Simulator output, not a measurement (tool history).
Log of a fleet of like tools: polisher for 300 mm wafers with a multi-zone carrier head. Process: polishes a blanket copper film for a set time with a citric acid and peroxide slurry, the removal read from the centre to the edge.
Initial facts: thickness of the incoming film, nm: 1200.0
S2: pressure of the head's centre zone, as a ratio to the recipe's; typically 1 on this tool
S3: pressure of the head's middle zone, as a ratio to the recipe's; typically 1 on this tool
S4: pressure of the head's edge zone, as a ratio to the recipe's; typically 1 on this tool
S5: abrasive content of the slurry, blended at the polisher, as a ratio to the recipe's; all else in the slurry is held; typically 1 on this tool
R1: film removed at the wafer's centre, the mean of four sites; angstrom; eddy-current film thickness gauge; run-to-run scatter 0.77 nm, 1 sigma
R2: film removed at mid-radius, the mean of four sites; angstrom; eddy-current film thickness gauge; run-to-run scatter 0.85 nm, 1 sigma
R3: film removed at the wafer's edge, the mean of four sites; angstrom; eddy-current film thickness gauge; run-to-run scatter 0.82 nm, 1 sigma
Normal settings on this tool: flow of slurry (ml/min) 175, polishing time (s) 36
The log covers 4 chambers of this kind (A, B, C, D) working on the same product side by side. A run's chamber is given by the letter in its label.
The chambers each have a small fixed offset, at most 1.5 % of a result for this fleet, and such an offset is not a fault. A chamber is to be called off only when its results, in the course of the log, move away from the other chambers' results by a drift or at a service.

Run 1B, hour 10.7: usual settings. Result: R1 829.82 angstrom, R2 833.51 angstrom, R3 829.53 angstrom.
At hour 16.1: chamber A: worn pad replaced by a new one.
Run 2C, hour 17.8: usual settings. Result: R1 831.29 angstrom, R2 826.05 angstrom, R3 819.19 angstrom.
At hour 22.2: chamber C: worn pad replaced by a new one.
At hour 23.3: chamber D: worn pad replaced by a new one.
Run 3A, hour 27.8: usual settings. Result: R1 846.78 angstrom, R2 813.88 angstrom, R3 839.7 angstrom.
Run 4D, hour 39.8: usual settings. Result: R1 840.49 angstrom, R2 848.04 angstrom, R3 841.34 angstrom.
Run 5B, hour 48.2: usual settings. Result: R1 833.97 angstrom, R2 828.32 angstrom, R3 828.21 angstrom.
Run 6C, hour 59.5: usual settings but flow of slurry (ml/min) 125. Result: R1 770.22 angstrom, R2 774.99 angstrom, R3 790.56 angstrom.
At hour 64.7: chamber A: worn pad replaced by a new one.
Run 7A, hour 68.4: usual settings but flow of slurry (ml/min) 125. Result: R1 769.23 angstrom, R2 769.31 angstrom, R3 790.75 angstrom.
At hour 69.2: chamber B: worn pad replaced by a new one.
Run 8D, hour 75.9: usual settings but flow of slurry (ml/min) 125. Result: R1 783.15 angstrom, R2 790.83 angstrom, R3 792.34 angstrom.
At hour 77.5: chamber D: worn pad replaced by a new one.
At hour 78.2: chamber C: worn pad replaced by a new one.
Run 9B, hour 83: usual settings but flow of slurry (ml/min) 125. Result: R1 779.11 angstrom, R2 766.93 angstrom, R3 779.11 angstrom.
Run 10C, hour 94.1: usual settings. Result: R1 818.17 angstrom, R2 832.86 angstrom, R3 830.76 angstrom.
Run 11A, hour 105.5: usual settings. Result: R1 845.37 angstrom, R2 818.07 angstrom, R3 828.84 angstrom.
Run 12D, hour 114.4: usual settings. Result: R1 826.28 angstrom, R2 837.43 angstrom, R3 830.3 angstrom.
At hour 116.9: chamber A: worn pad replaced by a new one.
Run 13A, hour 121.1: usual settings. Result: R1 834.37 angstrom, R2 821.2 angstrom, R3 833.73 angstrom.
Run 14C, hour 129.3: usual settings. Result: R1 819.03 angstrom, R2 822.34 angstrom, R3 844.32 angstrom.
At hour 130.4: chamber D: worn pad replaced by a new one.
At hour 133.3: chamber B: worn pad replaced by a new one.
Run 15D, hour 134.5: usual settings. Result: R1 821.29 angstrom, R2 836.59 angstrom, R3 834.29 angstrom.
At hour 135.7: chamber C: worn pad replaced by a new one.
Run 16B, hour 144.8: usual settings. Result: R1 829.25 angstrom, R2 827.59 angstrom, R3 836.49 angstrom.
Run 17D, hour 156.3: usual settings. Result: R1 826.86 angstrom, R2 837.76 angstrom, R3 834.5 angstrom.
Run 18C, hour 162.7: usual settings. Result: R1 803.62 angstrom, R2 814.85 angstrom, R3 809.09 angstrom.
At hour 166.5: chamber A: worn pad replaced by a new one.
Run 19B, hour 171: usual settings. Result: R1 842.53 angstrom, R2 841.31 angstrom, R3 852.07 angstrom.
Run 20A, hour 178.2: usual settings. Result: R1 834.49 angstrom, R2 824.14 angstrom, R3 830.49 angstrom.
At hour 182.7: chamber D: worn pad replaced by a new one.
Run 21D, hour 183.9: usual settings. Result: R1 848.4 angstrom, R2 841.87 angstrom, R3 821.76 angstrom.
At hour 184.2: chamber C: worn pad replaced by a new one.
Run 22B, hour 191.6: usual settings. Result: R1 839.1 angstrom, R2 836.88 angstrom, R3 823.61 angstrom.
Run 23C, hour 201: usual settings. Result: R1 799.94 angstrom, R2 831.24 angstrom, R3 838.11 angstrom.
At hour 207.1: chamber B: worn pad replaced by a new one.
Run 24A, hour 208.7: usual settings. Result: R1 834.6 angstrom, R2 815.6 angstrom, R3 830.11 angstrom.
Run 25D, hour 215: usual settings but flow of slurry (ml/min) 155. Result: R1 826.51 angstrom, R2 818.05 angstrom, R3 820.33 angstrom.
At hour 217.7: chamber A: worn pad replaced by a new one.
Run 26C, hour 226.7: usual settings but flow of slurry (ml/min) 155. Result: R1 758.54 angstrom, R2 808.61 angstrom, R3 813.59 angstrom.
Run 27A, hour 236.5: usual settings but flow of slurry (ml/min) 155. Result: R1 828.3 angstrom, R2 803.43 angstrom, R3 807.44 angstrom.
Run 28B, hour 248.1: usual settings but flow of slurry (ml/min) 155. Result: R1 826.88 angstrom, R2 816.81 angstrom, R3 810.19 angstrom.
Run 29B, hour 254.2: usual settings but S2 0.95, S5 0.75. Result: R1 740.25 angstrom, R2 796.26 angstrom, R3 795.59 angstrom.

Each of the 4 chambers runs these same settings next. Fill in every chamber's results:
Run 30A, hour 262.8: usual settings but polishing time (s) 42. Result: R1 ?, R2 ?, R3 ?.
Run 30B, hour 262.8: usual settings but polishing time (s) 42. Result: R1 ?, R2 ?, R3 ?.
Run 30C, hour 262.8: usual settings but polishing time (s) 42. Result: R1 ?, R2 ?, R3 ?.
Run 30D, hour 262.8: usual settings but polishing time (s) 42. Result: R1 ?, R2 ?, R3 ?.

run      R1      R2      R3
30A  987.85  961.94  971.71
30B  977.28  969.19  980.84
30C  915.01  957.45  972.68
30D  983.17  987.26  980.15
